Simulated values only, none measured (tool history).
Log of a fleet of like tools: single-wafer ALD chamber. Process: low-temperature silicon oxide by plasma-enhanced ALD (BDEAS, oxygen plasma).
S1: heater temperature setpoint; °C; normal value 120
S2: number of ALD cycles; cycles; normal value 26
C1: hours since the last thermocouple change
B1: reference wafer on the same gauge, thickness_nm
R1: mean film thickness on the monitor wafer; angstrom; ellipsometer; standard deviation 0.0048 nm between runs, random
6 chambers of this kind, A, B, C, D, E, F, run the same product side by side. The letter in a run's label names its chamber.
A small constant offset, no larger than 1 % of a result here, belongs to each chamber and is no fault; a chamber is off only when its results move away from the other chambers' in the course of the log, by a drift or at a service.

Run 1D, day 0.608: usual settings; C1 1545.1; B1 2.9991. Result: R1 35.737 angstrom.
Run 2B, day 1.183: usual settings; C1 789; B1 2.9996. Result: R1 35.824 angstrom.
Run 3A, day 1.762: usual settings; C1 113.4; B1 2.9991. Result: R1 35.794 angstrom.
Run 4F, day 2.254: usual settings; C1 913; B1 2.9982. Result: R1 35.476 angstrom.
Run 5C, day 2.704: usual settings; C1 185.5; B1 2.997. Result: R1 35.603 angstrom.
Run 6E, day 3.188: usual settings; C1 1295.6; B1 2.9963. Result: R1 35.526 angstrom.
Run 7E, day 3.558: usual settings; C1 1304.5; B1 2.9956. Result: R1 35.605 angstrom.
Run 8A, day 4.112: usual settings; C1 169.8; B1 2.9964. Result: R1 35.809 angstrom.
Run 9D, day 4.525: usual settings; C1 1639.1; B1 2.9961. Result: R1 35.72 angstrom.
Run 10B, day 5.075: usual settings; C1 882.4; B1 2.9945. Result: R1 35.762 angstrom.
Run 11F, day 5.479: usual settings; C1 990.4; B1 2.9956. Result: R1 35.477 angstrom.
Run 12C, day 6.142: usual settings; C1 268; B1 2.9943. Result: R1 35.482 angstrom.
Run 13D, day 6.542: usual settings; C1 1687.5; B1 2.9939. Result: R1 35.766 angstrom.
Run 14A, day 7.167: usual settings; C1 243.1; B1 2.9936. Result: R1 35.764 angstrom.
Run 15E, day 7.829: usual settings; C1 1407; B1 2.9929. Result: R1 35.566 angstrom.
Run 16C, day 8.188: usual settings; C1 317.1; B1 2.9927. Result: R1 35.422 angstrom.
Run 17B, day 8.554: usual settings but S2 24 cycles; C1 965.9; B1 2.9926. Result: R1 32.897 angstrom.
Run 18F, day 8.912: usual settings but S2 24 cycles; C1 1072.8; B1 2.9923. Result: R1 32.688 angstrom.
Run 19D, day 9.371: usual settings but S2 24 cycles; C1 1755.4; B1 2.9912. Result: R1 32.902 angstrom.
Run 20B, day 9.892: usual settings but S2 24 cycles; C1 998; B1 2.9904. Result: R1 32.945 angstrom.
At day 10.142: chamber E: thermocouple changed; heater temperature recalibrated.
Run 21E, day 10.508: usual settings but S2 24 cycles; C1 8.9; B1 2.9906. Result: R1 32.752 angstrom.
Run 22F, day 10.883: usual settings but S2 24 cycles; C1 1120.1; B1 2.9895. Result: R1 32.718 angstrom.
Run 23A, day 11.5: usual settings but S1 108 °C; C1 347.1; B1 2.9885. Result: R1 36.39 angstrom.
Run 24C, day 11.983: usual settings but S1 108 °C; C1 408.2; B1 2.9887. Result: R1 36.233 angstrom.
Run 25D, day 12.304: usual settings but S1 108 °C; C1 1825.8; B1 2.9898. Result: R1 36.285 angstrom.
Run 26E, day 12.754: usual settings but S1 108 °C; C1 62.8; B1 2.9883. Result: R1 36.307 angstrom.
Run 27F, day 13.046: usual settings but S1 108 °C; C1 1172; B1 2.9879. Result: R1 36.248 angstrom.
Run 28B, day 13.662: usual settings but S1 108 °C; C1 1088.5; B1 2.9876. Result: R1 36.49 angstrom.
Run 29C, day 14.242: usual settings; C1 462.4; B1 2.9888. Result: R1 35.45 angstrom.
Run 30A, day 14.683: usual settings; C1 423.5; B1 2.987. Result: R1 35.667 angstrom.
Run 31B, day 15.183: usual settings but S1 115 °C; C1 1125; B1 2.986. Result: R1 36.008 angstrom.
Run 32D, day 15.517: usual settings but S1 115 °C; C1 1902.9; B1 2.9859. Result: R1 35.845 angstrom.
Run 33C, day 15.929: usual settings but S1 115 °C; C1 502.9; B1 2.9858. Result: R1 35.784 angstrom.
Run 34F, day 16.367: usual settings but S1 115 °C; C1 1251.7; B1 2.985. Result: R1 35.749 angstrom.
Run 35E, day 16.729: usual settings but S1 115 °C; C1 158.2; B1 2.9853. Result: R1 35.863 angstrom.
Run 36A, day 17.212: usual settings but S1 115 °C; C1 484.2; B1 2.9848. Result: R1 36.086 angstrom.
Run 37D, day 17.588: usual settings; C1 1952.6; B1 2.9843. Result: R1 35.538 angstrom.

Predict what each chamber gives when all 6 of them run the settings below next.
Run 38A, day 18.062: usual settings but S1 127 °C. Result: R1 ?.
Run 38B, day 18.062: usual settings but S1 127 °C. Result: R1 ?.
Run 38C, day 18.062: usual settings but S1 127 °C. Result: R1 ?.
Run 38D, day 18.062: usual settings but S1 127 °C. Result: R1 ?.
Run 38E, day 18.062: usual settings but S1 127 °C. Result: R1 ?.
Run 38F, day 18.062: usual settings but S1 127 °C. Result: R1 ?.

run      R1
38A  35.198
38B  35.229
38C  34.887
38D  35.181
38E  34.919
38F  34.829
